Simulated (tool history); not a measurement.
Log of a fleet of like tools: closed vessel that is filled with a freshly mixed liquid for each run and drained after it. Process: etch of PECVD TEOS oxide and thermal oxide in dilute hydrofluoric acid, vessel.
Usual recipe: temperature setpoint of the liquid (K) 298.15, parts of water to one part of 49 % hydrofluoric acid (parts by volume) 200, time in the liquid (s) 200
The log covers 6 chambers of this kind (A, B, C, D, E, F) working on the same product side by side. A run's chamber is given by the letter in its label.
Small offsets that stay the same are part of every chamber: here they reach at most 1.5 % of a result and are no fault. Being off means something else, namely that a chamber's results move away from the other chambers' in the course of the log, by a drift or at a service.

run	hour	temperature setpoint of the liquid (K)	parts of water to one part of 49 % hydrofluoric acid (parts by volume)	time in the liquid (s)	read-back film thickness of the PECVD TEOS oxide reference wafer, read on the same gauge (nm)	read-back film thickness of the thermal oxide reference wafer, read on the same gauge (nm)	thickness taken off the PECVD TEOS oxide on a monitor wafer (nm)	thickness taken off the thermal oxide on a monitor wafer (nm)
1E	3.4	298.15	200	200	79.963	90.001	16.03	4.4914
2B	7	298.15	200	200	79.997	89.996	15.971	4.5421
3A	11.9	298.15	200	200	80.01	89.996	16.068	4.5161
4C	16.3	298.15	200	200	80.012	89.98	15.98	4.5513
5D	21.2	298.15	200	200	79.995	89.997	15.986	4.4795
6F	26.3	298.15	200	200	79.985	90.003	16.194	4.515
7C	31.2	298.15	200	200	79.986	90.011	15.848	4.4562
8A	36.4	301.15	200	200	80.011	90.022	17.766	5.0038
9D	40.7	301.15	200	200	79.989	90.003	17.547	5.0231
10E	43	301.15	200	200	80.006	90.008	17.937	4.8897
11F	46.9	301.15	200	200	79.978	90.016	17.815	5.0512
12B	50.4	301.15	200	200	80.009	90.017	17.746	5.0498
13D	55.1	301.15	200	200	79.99	89.984	17.798	5.084
14C	59.1	298.15	130	280	79.972	89.982	37.334	10.597
15B	63.9	298.15	130	280	79.988	90.005	37.576	10.471
16F	66.4	298.15	130	280	80.001	90.007	37.741	10.407
17E	69.6	298.15	130	280	80.004	90.007	37.224	10.563
18A	73.2	298.15	130	280	80.009	89.989	36.37	10.429
19E	77	298.15	130	280	79.99	89.992	37.002	10.439
20F	80.2	298.15	200	200	79.99	89.986	15.946	4.4931
21A	83	300.15	240	200	79.998	90.008	13.677	3.8423
22B	87.3	300.15	240	200	79.994	90.009	13.471	3.8281
23D	90.9	300.15	240	200	80.043	90.023	13.681	3.8953
24C	94.8	300.15	240	200	80.014	89.998	13.847	3.8875
25E	98	300.15	240	200	80.013	90	13.504	3.798
26A	100.4	300.15	240	200	80.008	90.012	13.537	3.8696
27B	103	298.15	200	200	79.996	90.02	15.761	4.4577
28D	106.4	298.15	200	200	80.019	90.019	15.789	4.527
29C	111.4	298.15	200	200	79.984	90.029	16.14	4.4482
30F	116.7	298.15	200	200	79.975	90.01	15.785	4.4825
31A	119.6	296.15	200	95	80.023	90.027	6.9344	1.9811
32D	121.9	296.15	200	95	80.019	90.002	7.0477	2.0247
33B	124.5	296.15	200	95	79.976	90.002	6.9649	1.9597
34C	128	296.15	200	95	80.003	89.992	7.0431	1.9996
35E	130.7	296.15	200	95	80.021	89.987	7.0816	1.9457
36F	135	296.15	200	95	80.008	89.998	7.1204	1.9745
37B	138	298.15	200	200	80.018	90.026	15.848	4.4849
38C	140.4	298.15	200	200	79.991	90.001	16.075	4.4558
39F	143.1	298.15	200	200	80.002	90.006	16.199	4.5387
40E	146.8	298.15	200	200	80.024	90.008	16.155	4.4302
41A	149.1	298.15	200	200	79.988	90.035	15.891	4.4783
42D	151.7	298.15	200	200	80.03	89.986	15.942	4.5672
43A	156.7	298.15	200	200	80.007	90.012	16.121	4.5305
44F	161.7	298.15	200	200	80.008	89.982	16.191	4.4286

One chamber off, gauge drift, or nothing amiss beyond the chambers' own small offsets? If it is a chamber, which one, and what is the likeliest cause?

All chambers stay in line apart from their small fixed offsets, and the gauge does not drift.

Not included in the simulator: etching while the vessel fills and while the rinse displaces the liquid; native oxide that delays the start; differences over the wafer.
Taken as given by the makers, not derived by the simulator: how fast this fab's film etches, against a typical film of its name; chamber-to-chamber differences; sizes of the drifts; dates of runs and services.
